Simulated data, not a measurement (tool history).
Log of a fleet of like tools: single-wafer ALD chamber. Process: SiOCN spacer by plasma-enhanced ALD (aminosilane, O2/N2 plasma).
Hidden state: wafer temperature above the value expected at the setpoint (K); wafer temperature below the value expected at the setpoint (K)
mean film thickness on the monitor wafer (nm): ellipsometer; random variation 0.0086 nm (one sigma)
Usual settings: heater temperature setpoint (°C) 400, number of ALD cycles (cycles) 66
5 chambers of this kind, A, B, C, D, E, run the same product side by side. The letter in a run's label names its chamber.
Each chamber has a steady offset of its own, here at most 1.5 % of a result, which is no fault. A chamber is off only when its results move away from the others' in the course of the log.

| run | day | heater temperature setpoint (°C) | number of ALD cycles (cycles) | hours since the last thermocouple change | read-back reference wafer on the same gauge, thickness_nm | mean film thickness on the monitor wafer (nm) |
|---|---|---|---|---|---|---|
| 1B | 0.479 | 400 | 66 | 726.1 | 3.9417 | 4.0098 |
| 2D | 0.933 | 400 | 66 | 1039.5 | 3.9388 | 3.9649 |
| 3A | 1.417 | 400 | 66 | 1276.4 | 3.9399 | 3.9524 |
| 4C | 1.908 | 400 | 66 | 1192.6 | 3.9372 | 3.9527 |
| 5E | 2.329 | 400 | 66 | 505.6 | 3.9393 | 3.9971 |
| 6E | 2.746 | 400 | 66 | 515.6 | 3.9418 | 3.9921 |
| 7B | 2.996 | 400 | 66 | 786.5 | 3.9389 | 3.975 |
| 8A | 3.371 | 395 | 73 | 1323.3 | 3.9405 | 4.3553 |
| 9D | 3.75 | 395 | 73 | 1107.1 | 3.9399 | 4.3926 |
| 10C | 4.3 | 395 | 73 | 1250 | 3.9382 | 4.3615 |
| 11D | 4.7 | 395 | 73 | 1129.9 | 3.9385 | 4.4007 |
| 12A | 5.121 | 395 | 73 | 1365.3 | 3.9395 | 4.3659 |
| 13C | 5.375 | 400 | 66 | 1275.8 | 3.9411 | 3.9561 |
| 14B | 5.696 | 400 | 66 | 851.3 | 3.9402 | 3.9854 |
| 15E | 6.012 | 400 | 66 | 594 | 3.9406 | 4.0012 |
| 16D | 6.442 | 400 | 66 | 1171.7 | 3.9396 | 3.988 |
| 17B | 6.854 | 400 | 66 | 879.1 | 3.9372 | 3.9816 |
| 18E | 7.146 | 400 | 66 | 621.2 | 3.9405 | 3.9973 |
| 19C | 7.662 | 400 | 66 | 1330.7 | 3.9411 | 3.948 |
| 20A | 7.917 | 400 | 66 | 1432.4 | 3.942 | 3.9376 |
| 21B | 8.425 | 400 | 66 | 916.8 | 3.94 | 3.9863 |
| 22D | 8.912 | 400 | 66 | 1231 | 3.9389 | 3.9762 |
| 23C | 9.196 | 400 | 66 | 1367.5 | 3.9418 | 3.9348 |
| 24E | 9.775 | 400 | 66 | 684.3 | 3.94 | 3.9919 |
| 25A | 10.25 | 389 | 78 | 1488.4 | 3.9401 | 4.6435 |
| 26C | 10.633 | 389 | 78 | 1402 | 3.9418 | 4.6698 |
| 27E | 11.033 | 389 | 78 | 714.5 | 3.9401 | 4.7292 |
| 28A | 11.4 | 389 | 78 | 1516 | 3.9415 | 4.6673 |
| 29D | 11.821 | 389 | 78 | 1300.8 | 3.9391 | 4.6986 |
| 30B | 12.092 | 400 | 66 | 1004.8 | 3.9402 | 3.9897 |
| 31C | 12.604 | 400 | 66 | 1449.3 | 3.9393 | 3.9518 |
|  | 12.938 | chamber D: thermocouple changed; heater temperature recalibrated |
| 32D | 13.112 | 400 | 66 | 4.3 | 3.9415 | 3.9787 |
| 33E | 13.6 | 400 | 66 | 776.1 | 3.9393 | 3.9997 |
| 34A | 13.992 | 400 | 66 | 1578.2 | 3.9386 | 3.9492 |
| 35B | 14.512 | 400 | 66 | 1062.9 | 3.9403 | 3.995 |
| 36B | 14.888 | 400 | 66 | 1071.9 | 3.9386 | 3.9762 |
| 37E | 15.162 | 400 | 66 | 813.6 | 3.9406 | 4.0143 |

What goes on in this fleet: one chamber off, a drifting gauge, or nothing beyond the chambers' own small offsets? Name the chamber and the cause, if any.

No chamber stands off beyond its own small offset, and the gauge holds steady.
